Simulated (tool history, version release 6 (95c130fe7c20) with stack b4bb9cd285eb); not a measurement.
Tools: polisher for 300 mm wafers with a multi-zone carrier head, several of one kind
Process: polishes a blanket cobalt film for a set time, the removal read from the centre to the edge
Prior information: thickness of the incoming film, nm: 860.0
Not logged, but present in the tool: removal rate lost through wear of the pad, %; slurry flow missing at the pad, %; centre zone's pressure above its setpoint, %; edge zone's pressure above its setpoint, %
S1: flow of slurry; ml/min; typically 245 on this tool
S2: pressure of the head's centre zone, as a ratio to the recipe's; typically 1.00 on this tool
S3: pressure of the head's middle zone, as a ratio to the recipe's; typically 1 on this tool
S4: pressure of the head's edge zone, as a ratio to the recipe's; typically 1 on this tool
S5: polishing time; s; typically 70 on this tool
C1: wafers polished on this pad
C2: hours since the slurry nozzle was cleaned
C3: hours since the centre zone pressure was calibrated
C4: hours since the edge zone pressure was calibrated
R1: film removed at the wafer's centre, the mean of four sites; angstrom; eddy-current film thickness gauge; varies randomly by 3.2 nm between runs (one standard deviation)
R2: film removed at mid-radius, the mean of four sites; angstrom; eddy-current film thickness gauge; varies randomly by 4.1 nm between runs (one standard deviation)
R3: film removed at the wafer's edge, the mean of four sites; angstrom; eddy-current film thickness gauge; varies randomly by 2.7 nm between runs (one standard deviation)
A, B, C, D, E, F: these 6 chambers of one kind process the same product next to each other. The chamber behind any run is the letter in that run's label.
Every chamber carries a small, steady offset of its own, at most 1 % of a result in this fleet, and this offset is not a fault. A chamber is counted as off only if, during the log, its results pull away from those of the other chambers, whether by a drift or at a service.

At hour 5.3: chamber E: worn pad replaced by a new one.
Run 1B, hour 8.8: usual settings; C1 331; C2 279.3; C3 1014.5; C4 108.2. Result: R1 3500.6 angstrom, R2 3594.7 angstrom, R3 3523.8 angstrom.
At hour 14.5: chamber D: worn pad replaced by a new one.
Run 2A, hour 20.2: usual settings; C1 530; C2 276.4; C3 565.1; C4 156.4. Result: R1 3568.2 angstrom, R2 3557.3 angstrom, R3 3515.4 angstrom.
At hour 24.7: chamber D: centre zone pressure recalibrated.
At hour 26.8: chamber F: worn pad replaced by a new one.
Run 3F, hour 31.0: usual settings; C1 50; C2 167.7; C3 747.1; C4 623.0. Result: R1 3552.9 angstrom, R2 3491.3 angstrom, R3 3532.1 angstrom.
At hour 31.1: chamber B: slurry nozzle cleaned.
Run 4D, hour 39.1: usual settings; C1 292; C2 186.3; C3 14.4; C4 970.8. Result: R1 3506.3 angstrom, R2 3542.4 angstrom, R3 3526.3 angstrom.
Run 5E, hour 46.0: usual settings; C1 483; C2 202.3; C3 146.7; C4 400.4. Result: R1 3625.7 angstrom, R2 3543.5 angstrom, R3 3489.0 angstrom.
Run 6C, hour 55.4: usual settings; C1 864; C2 187.1; C3 657.2; C4 164.2. Result: R1 3477.1 angstrom, R2 3582.2 angstrom, R3 3594.3 angstrom.
Run 7F, hour 62.4: usual settings; C1 423; C2 199.1; C3 778.5; C4 654.4. Result: R1 3478.1 angstrom, R2 3453.3 angstrom, R3 3579.9 angstrom.
At hour 67.6: chamber B: worn pad replaced by a new one.
Run 8B, hour 68.0: usual settings; C1 5; C2 37.0; C3 1073.7; C4 167.4. Result: R1 3581.7 angstrom, R2 3572.2 angstrom, R3 3531.5 angstrom.
At hour 69.0: chamber E: worn pad replaced by a new one.
At hour 71.3: chamber D: edge zone pressure recalibrated.
Run 9A, hour 78.2: usual settings; C1 1220; C2 334.4; C3 623.1; C4 214.4. Result: R1 3536.7 angstrom, R2 3638.3 angstrom, R3 3516.1 angstrom.
Run 10D, hour 86.5: usual settings; C1 855; C2 233.7; C3 61.8; C4 15.2. Result: R1 3530.2 angstrom, R2 3501.1 angstrom, R3 3509.5 angstrom.
Run 11E, hour 93.4: usual settings but S1 195 ml/min; C1 290; C2 249.7; C3 194.1; C4 447.8. Result: R1 3418.0 angstrom, R2 3366.4 angstrom, R3 3491.6 angstrom.
Run 12C, hour 98.9: usual settings but S1 195 ml/min; C1 1381; C2 230.6; C3 700.7; C4 207.7. Result: R1 3436.1 angstrom, R2 3507.4 angstrom, R3 3516.6 angstrom.
At hour 103.0: chamber E: slurry nozzle cleaned.
At hour 103.1: chamber C: worn pad replaced by a new one.
At hour 105.1: chamber D: worn pad replaced by a new one.
At hour 108.0: chamber A: worn pad replaced by a new one.
Run 13A, hour 109.6: usual settings but S1 195 ml/min; C1 20; C2 365.8; C3 654.5; C4 245.8. Result: R1 3431.2 angstrom, R2 3430.8 angstrom, R3 3504.9 angstrom.
At hour 112.9: chamber A: slurry nozzle cleaned.
At hour 117.5: chamber B: centre zone pressure recalibrated.
At hour 119.8: chamber F: worn pad replaced by a new one.
Run 14F, hour 120.1: usual settings but S1 195 ml/min; C1 3; C2 256.8; C3 836.2; C4 712.1. Result: R1 3460.7 angstrom, R2 3500.2 angstrom, R3 3449.4 angstrom.
Run 15C, hour 126.8: usual settings but S1 195 ml/min; C1 282; C2 258.5; C3 728.6; C4 235.6. Result: R1 3463.9 angstrom, R2 3437.3 angstrom, R3 3502.6 angstrom.
Run 16E, hour 137.7: usual settings but S1 195 ml/min; C1 816; C2 34.7; C3 238.4; C4 492.1. Result: R1 3421.2 angstrom, R2 3446.5 angstrom, R3 3443.6 angstrom.
Run 17D, hour 146.6: usual settings; C1 494; C2 293.8; C3 121.9; C4 75.3. Result: R1 3491.7 angstrom, R2 3499.5 angstrom, R3 3489.4 angstrom.
At hour 146.7: chamber E: worn pad replaced by a new one.
At hour 152.1: chamber B: worn pad replaced by a new one.
Run 18B, hour 157.1: usual settings; C1 59; C2 126.1; C3 39.7; C4 256.5. Result: R1 3535.3 angstrom, R2 3478.5 angstrom, R3 3553.7 angstrom.
Run 19C, hour 162.7: usual settings; C1 709; C2 294.4; C3 764.5; C4 271.5. Result: R1 3541.4 angstrom, R2 3584.7 angstrom, R3 3524.0 angstrom.
Run 20B, hour 171.1: usual settings but S1 195 ml/min, S2 0.92; C1 226; C2 140.1; C3 53.7; C4 270.5. Result: R1 3153.2 angstrom, R2 3431.1 angstrom, R3 3413.8 angstrom.
Run 21F, hour 178.8: usual settings but S1 195 ml/min, S2 0.92; C1 701; C2 315.5; C3 894.9; C4 770.8. Result: R1 3064.0 angstrom, R2 3487.0 angstrom, R3 3490.2 angstrom.
Run 22D, hour 184.1: usual settings but S1 195 ml/min, S2 0.92; C1 939; C2 331.3; C3 159.4; C4 112.8. Result: R1 3054.4 angstrom, R2 3346.6 angstrom, R3 3362.8 angstrom.
Run 23E, hour 190.1: usual settings but S1 195 ml/min, S2 0.92; C1 516; C2 87.1; C3 290.8; C4 544.5. Result: R1 3189.5 angstrom, R2 3451.6 angstrom, R3 3417.4 angstrom.
At hour 192.2: chamber D: worn pad replaced by a new one.
At hour 196.4: chamber F: edge zone pressure recalibrated.
Run 24A, hour 197.4: usual settings but S1 195 ml/min, S2 0.92; C1 1063; C2 84.5; C3 742.3; C4 333.6. Result: R1 3155.7 angstrom, R2 3446.0 angstrom, R3 3470.4 angstrom.
Run 25D, hour 203.1: usual settings but S1 195 ml/min, S2 0.92; C1 129; C2 350.3; C3 178.4; C4 131.8. Result: R1 3037.0 angstrom, R2 3279.0 angstrom, R3 3317.2 angstrom.
Run 26B, hour 212.3: usual settings; C1 715; C2 181.3; C3 94.9; C4 311.7. Result: R1 3522.1 angstrom, R2 3556.8 angstrom, R3 3516.2 angstrom.
At hour 214.0: chamber F: worn pad replaced by a new one.
At hour 215.1: chamber E: worn pad replaced by a new one.
Run 27F, hour 220.8: usual settings; C1 81; C2 357.5; C3 936.9; C4 24.4. Result: R1 3542.3 angstrom, R2 3539.1 angstrom, R3 3540.7 angstrom.
At hour 224.2: chamber B: worn pad replaced by a new one.
Run 28C, hour 227.2: usual settings; C1 1476; C2 358.9; C3 829.0; C4 336.0. Result: R1 3495.1 angstrom, R2 3484.5 angstrom, R3 3550.7 angstrom.
At hour 228.0: chamber C: worn pad replaced by a new one.
Run 29E, hour 233.0: usual settings but S2 1.05, S5 60 s; C1 213; C2 130.0; C3 333.7; C4 587.4. Result: R1 3249.8 angstrom, R2 3026.1 angstrom, R3 3075.6 angstrom.
At hour 233.1: chamber C: slurry nozzle cleaned.
Run 30A, hour 243.0: usual settings but S2 1.05, S5 60 s; C1 1605; C2 130.1; C3 787.9; C4 379.2. Result: R1 3210.5 angstrom, R2 3017.0 angstrom, R3 3034.4 angstrom.
At hour 245.0: chamber A: worn pad replaced by a new one.
Run 31D, hour 253.0: usual settings but S2 1.05, S5 60 s; C1 722; C2 400.2; C3 228.3; C4 181.7. Result: R1 3120.8 angstrom, R2 2921.7 angstrom, R3 2989.9 angstrom.
Run 32F, hour 262.1: usual settings but S2 1.05, S5 60 s; C1 571; C2 398.8; C3 978.2; C4 65.7. Result: R1 3214.1 angstrom, R2 3021.4 angstrom, R3 3044.8 angstrom.
Run 33E, hour 273.0: usual settings but S2 1.05, S5 60 s; C1 689; C2 170.0; C3 373.7; C4 627.4. Result: R1 3211.7 angstrom, R2 3024.7 angstrom, R3 3051.8 angstrom.
At hour 277.3: chamber D: worn pad replaced by a new one.
Run 34B, hour 281.0: usual settings but S2 1.05, S5 60 s; C1 675; C2 250.0; C3 163.6; C4 380.4. Result: R1 3161.3 angstrom, R2 3008.9 angstrom, R3 2999.0 angstrom.
Run 35C, hour 286.4: usual settings; C1 695; C2 53.3; C3 888.2; C4 395.2. Result: R1 3577.0 angstrom, R2 3647.5 angstrom, R3 3572.7 angstrom.
At hour 289.1: chamber B: slurry nozzle cleaned.
At hour 295.6: chamber B: worn pad replaced by a new one.
At hour 297.1: chamber F: worn pad replaced by a new one.
Run 36A, hour 297.5: usual settings; C1 624; C2 184.6; C3 842.4; C4 433.7. Result: R1 3520.7 angstrom, R2 3505.7 angstrom, R3 3572.2 angstrom.
Run 37F, hour 303.9: usual settings but S1 185 ml/min; C1 81; C2 440.6; C3 1020.0; C4 107.5. Result: R1 3398.9 angstrom, R2 3382.5 angstrom, R3 3428.2 angstrom.
Run 38D, hour 313.3: usual settings but S1 185 ml/min; C1 428; C2 460.5; C3 288.6; C4 242.0. Result: R1 3134.4 angstrom, R2 3164.9 angstrom, R3 3272.4 angstrom.
Run 39C, hour 319.7: usual settings but S1 185 ml/min; C1 1090; C2 86.6; C3 921.5; C4 428.5. Result: R1 3360.3 angstrom, R2 3470.6 angstrom, R3 3443.1 angstrom.
Run 40B, hour 325.4: usual settings but S1 185 ml/min; C1 354; C2 36.4; C3 208.0; C4 424.8. Result: R1 3433.7 angstrom, R2 3427.3 angstrom, R3 3403.0 angstrom.
Run 41A, hour 335.3: usual settings but S1 185 ml/min; C1 1073; C2 222.4; C3 880.2; C4 471.5. Result: R1 3412.0 angstrom, R2 3457.6 angstrom, R3 3442.6 angstrom.

Which is it: a chamber that has drifted or been left off by a service, a gauge drift common to all chambers, or only each chamber's usual small offset? If a chamber is off, name it and its likeliest cause.

Chamber D drifts away from the others.
Most likely cause: slurry flow missing at the pad, % = 40.5.

Chamber D could run next with any of the 4 candidate recipes listed below; each alters the usual settings, and their results appear as question marks. Which one brings its results back in line with what the other chambers deliver on the usual settings?
Maximum distance from the other chambers' mean on the usual settings for a result to count as in line: R1 110.0 angstrom; R2 140.0 angstrom; R3 94.0 angstrom
Run 42D-1, hour 343.6: usual settings but S5 71 s. Result: R1 ?, R2 ?, R3 ?.
Run 42D-2, hour 343.6: usual settings but S5 69 s. Result: R1 ?, R2 ?, R3 ?.
Run 42D-3, hour 343.6: usual settings but S1 250 ml/min, S2 1.02, S3 1.01, S4 0.99, S5 74 s. Result: R1 ?, R2 ?, R3 ?.
Run 42D-4, hour 343.6: usual settings but S1 240 ml/min, S2 0.98, S3 0.99, S4 1.01, S5 66 s. Result: R1 ?, R2 ?, R3 ?.

Usual-settings mean across the other chambers: R1 3549.7 angstrom; R2 3538.9 angstrom; R3 3538.3 angstrom
  run      R1      R2      R3
42D-1  3323.5  3350.9  3386.8
42D-2  3229.9  3256.5  3291.4
42D-3  3555.6  3537.9  3520.6
42D-4  3007.9  3074.1  3156.2
42D-3 brings the chamber back in line.
